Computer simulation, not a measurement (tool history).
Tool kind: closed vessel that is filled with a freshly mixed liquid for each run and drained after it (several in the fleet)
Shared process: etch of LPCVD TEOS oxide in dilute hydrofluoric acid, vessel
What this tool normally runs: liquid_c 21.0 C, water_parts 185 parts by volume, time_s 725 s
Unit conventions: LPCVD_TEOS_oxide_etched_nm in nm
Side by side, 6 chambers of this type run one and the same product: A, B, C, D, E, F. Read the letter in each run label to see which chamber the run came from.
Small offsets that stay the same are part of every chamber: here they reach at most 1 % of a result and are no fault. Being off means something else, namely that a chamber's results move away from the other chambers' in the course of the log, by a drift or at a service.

run,hour,liquid_c,water_parts,time_s,"read-back film thickness of the LPCVD TEOS oxide reference wafer, read on the same gauge (nm)",LPCVD_TEOS_oxide_etched_nm
1F,7.2,21.0,185,725,70.003,53.445
2A,15.4,21.0,185,725,69.986,52.851
3D,21.9,21.0,185,725,69.976,53.351
4E,27.3,21.0,185,725,69.993,53.316
5C,31.8,21.0,185,725,69.964,53.751
6B,40.1,25.0,185,860,70.015,74.067
7B,48.7,25.0,185,860,69.974,73.320
8A,52.5,25.0,185,860,70.000,73.000
9F,60.2,25.0,185,860,69.993,73.609
10D,64.4,25.0,185,860,70.014,73.958
11E,68.7,25.0,185,860,70.012,73.929
12C,75.0,24.5,185,725,70.025,61.424
13F,83.7,24.5,185,725,69.987,60.645
14D,92.3,24.5,185,725,69.975,61.325
15E,99.9,24.5,185,725,69.972,61.359
16C,104.6,24.5,185,725,69.920,60.820
17B,108.9,24.5,185,725,70.020,60.194
18A,115.3,21.0,185,725,70.048,52.577
19E,120.7,21.0,185,725,70.023,53.624
20B,128.8,21.0,185,725,70.028,52.522
21C,136.9,21.0,185,725,70.051,53.446
# hour 142.9: chamber C: hydrofluoric acid flow meter replaced
22F,145.2,21.0,185,725,70.057,53.542
23A,150.5,21.0,185,725,70.010,53.178
24D,158.3,21.0,185,725,70.009,53.517
25B,166.9,21.0,185,725,70.033,51.687
26A,171.8,25.5,185,725,69.992,62.777
27F,179.4,25.5,185,725,69.952,63.002
28D,185.8,25.5,185,725,70.012,63.323
29C,192.4,25.5,185,725,69.984,62.932
30E,200.8,25.5,185,725,69.968,63.219
31B,205.5,25.5,185,725,69.999,61.641
32C,212.6,21.0,185,725,69.956,53.346
33F,219.5,21.0,185,725,70.030,53.258
34D,224.1,21.0,185,725,70.017,53.636
35E,232.0,21.0,185,725,70.028,53.425
36A,238.0,21.0,185,725,69.924,53.049
37F,242.0,17.0,185,320,69.978,20.222
38C,247.4,17.0,185,320,70.023,20.313
39D,256.1,17.0,185,320,69.972,20.168
40E,263.9,17.0,185,320,70.026,20.126

Next, every chamber runs the same settings. What will each give?
41A,270.3,25.0,185,725,,?
41B,270.3,25.0,185,725,,?
41C,270.3,25.0,185,725,,?
41D,270.3,25.0,185,725,,?
41E,270.3,25.0,185,725,,?
41F,270.3,25.0,185,725,,?

run,LPCVD_TEOS_oxide_etched_nm
41A,61.903
41B,59.001
41C,61.976
41D,62.262
41E,61.966
41F,61.863

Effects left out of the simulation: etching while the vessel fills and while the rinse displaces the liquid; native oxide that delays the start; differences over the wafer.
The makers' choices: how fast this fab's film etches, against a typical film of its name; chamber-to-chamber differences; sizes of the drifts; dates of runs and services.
